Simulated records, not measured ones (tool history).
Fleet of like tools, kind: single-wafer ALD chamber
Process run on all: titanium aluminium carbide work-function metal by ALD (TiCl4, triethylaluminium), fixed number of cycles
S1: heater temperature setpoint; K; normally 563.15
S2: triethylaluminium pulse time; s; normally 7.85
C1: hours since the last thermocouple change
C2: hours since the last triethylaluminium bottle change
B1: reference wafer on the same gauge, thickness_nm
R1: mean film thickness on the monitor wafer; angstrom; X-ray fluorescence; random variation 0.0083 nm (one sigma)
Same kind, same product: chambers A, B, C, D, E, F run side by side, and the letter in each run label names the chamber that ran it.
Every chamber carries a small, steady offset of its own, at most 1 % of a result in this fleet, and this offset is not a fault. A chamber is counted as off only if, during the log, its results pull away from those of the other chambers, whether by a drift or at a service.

| run | hour | S1 | S2 | C1 | C2 | B1 | R1 |
|---|---|---|---|---|---|---|---|
| 1A | 3.1 | 563.15 | 7.85 | 1473.8 | 603.5 | 1.7787 | 18.356 |
| 2D | 8.5 | 563.15 | 7.85 | 277.9 | 1090.1 | 1.7798 | 18.383 |
| 3B | 12.6 | 563.15 | 7.85 | 132.3 | 246.1 | 1.7785 | 18.651 |
| 4E | 16.7 | 563.15 | 7.85 | 787.1 | 492.5 | 1.7807 | 18.273 |
| 5F | 21.2 | 563.15 | 7.85 | 1063.4 | 263.3 | 1.7817 | 18.357 |
| 6C | 26.4 | 563.15 | 7.85 | 2040.1 | 419.7 | 1.7801 | 18.447 |
| 7B | 32 | 563.15 | 7.85 | 151.7 | 265.5 | 1.7808 | 18.661 |
| 8E | 36.9 | 563.15 | 7.85 | 807.3 | 512.7 | 1.7789 | 18.456 |
| 9A | 42.8 | 563.15 | 7.85 | 1513.5 | 643.2 | 1.7799 | 18.367 |
| 10C | 46.6 | 563.15 | 7.85 | 2060.3 | 439.9 | 1.7806 | 18.519 |
| 11F | 51.3 | 563.15 | 7.85 | 1093.5 | 293.4 | 1.7805 | 18.354 |
| 12D | 55.7 | 563.15 | 7.85 | 325.1 | 1137.3 | 1.7765 | 18.311 |
| 13D | 59.8 | 563.15 | 7.85 | 329.2 | 1141.4 | 1.7783 | 18.38 |
| 14C | 63.1 | 563.15 | 7.85 | 2076.8 | 456.4 | 1.7789 | 18.218 |
| 15E | 68.7 | 563.15 | 7.85 | 839.1 | 544.5 | 1.7803 | 18.327 |
| 16F | 72.4 | 563.15 | 7.85 | 1114.6 | 314.5 | 1.7804 | 18.272 |
| 17A | 76.7 | 563.15 | 7.85 | 1547.4 | 677.1 | 1.7816 | 18.359 |
| 18B | 81.5 | 563.15 | 7.85 | 201.2 | 315 | 1.7809 | 18.551 |
| 19A | 85.5 | 555.15 | 9.19 | 1556.2 | 685.9 | 1.7796 | 18.161 |
| 20E | 91.8 | 555.15 | 9.19 | 862.2 | 567.6 | 1.7785 | 18.132 |
| 21F | 95.5 | 555.15 | 9.19 | 1137.7 | 337.6 | 1.7798 | 18.186 |
| 22D | 101.2 | 555.15 | 9.19 | 370.6 | 1182.8 | 1.7815 | 18.149 |
| 23C | 106.8 | 555.15 | 9.19 | 2120.5 | 500.1 | 1.7795 | 17.928 |
| 24B | 111.1 | 555.15 | 9.19 | 230.8 | 344.6 | 1.7788 | 18.479 |
| 25F | 117.6 | 563.15 | 7.85 | 1159.8 | 359.7 | 1.7804 | 18.207 |
| 26D | 122.5 | 563.15 | 7.85 | 391.9 | 1204.1 | 1.7806 | 18.367 |
| 27A | 128.6 | 563.15 | 7.85 | 1599.3 | 729 | 1.7796 | 18.323 |
| 28C | 132.1 | 563.15 | 7.85 | 2145.8 | 525.4 | 1.7817 | 17.885 |
| 29B | 135.5 | 563.15 | 7.85 | 255.2 | 369 | 1.782 | 18.59 |
| 30E | 139.9 | 563.15 | 7.85 | 910.3 | 615.7 | 1.7782 | 18.163 |
| 31B | 145.8 | 563.15 | 7.85 | 265.5 | 379.3 | 1.7785 | 18.641 |
| 32F | 150.9 | 563.15 | 7.85 | 1193.1 | 393 | 1.7805 | 18.521 |
| 33A | 153.8 | 563.15 | 7.85 | 1624.5 | 754.2 | 1.78 | 18.423 |
| 34C | 160.4 | 563.15 | 7.85 | 2174.1 | 553.7 | 1.7801 | 17.679 |
| 35D | 163.4 | 563.15 | 7.85 | 432.8 | 1245 | 1.7802 | 18.344 |
| 36E | 167.3 | 573.15 | 7.85 | 937.7 | 643.1 | 1.7796 | 19.217 |
| 37E | 170.6 | 573.15 | 7.85 | 941 | 646.4 | 1.7784 | 19.129 |
| 38D | 175 | 573.15 | 7.85 | 444.4 | 1256.6 | 1.7807 | 19.115 |
| 39C | 180 | 573.15 | 7.85 | 2193.7 | 573.3 | 1.7799 | 18.431 |
| 40A | 184.1 | 573.15 | 7.85 | 1654.8 | 784.5 | 1.7812 | 19.131 |
| 41F | 190.6 | 573.15 | 7.85 | 1232.8 | 432.7 | 1.7787 | 19.306 |
| 42B | 193.7 | 563.15 | 7.85 | 313.4 | 427.2 | 1.7815 | 18.355 |
| 43A | 196.6 | 563.15 | 7.85 | 1667.3 | 797 | 1.7793 | 18.396 |

For the next run the whole fleet of 6 chambers uses the same settings. Give each chamber's results:
| 44A | 201.4 | 563.15 | 7.85 |  |  |  | ? |
| 44B | 201.4 | 563.15 | 7.85 |  |  |  | ? |
| 44C | 201.4 | 563.15 | 7.85 |  |  |  | ? |
| 44D | 201.4 | 563.15 | 7.85 |  |  |  | ? |
| 44E | 201.4 | 563.15 | 7.85 |  |  |  | ? |
| 44F | 201.4 | 563.15 | 7.85 |  |  |  | ? |

| run | R1 |
|---|---|
| 44A | 18.372 |
| 44B | 18.373 |
| 44C | 17.241 |
| 44D | 18.428 |
| 44E | 18.326 |
| 44F | 18.248 |

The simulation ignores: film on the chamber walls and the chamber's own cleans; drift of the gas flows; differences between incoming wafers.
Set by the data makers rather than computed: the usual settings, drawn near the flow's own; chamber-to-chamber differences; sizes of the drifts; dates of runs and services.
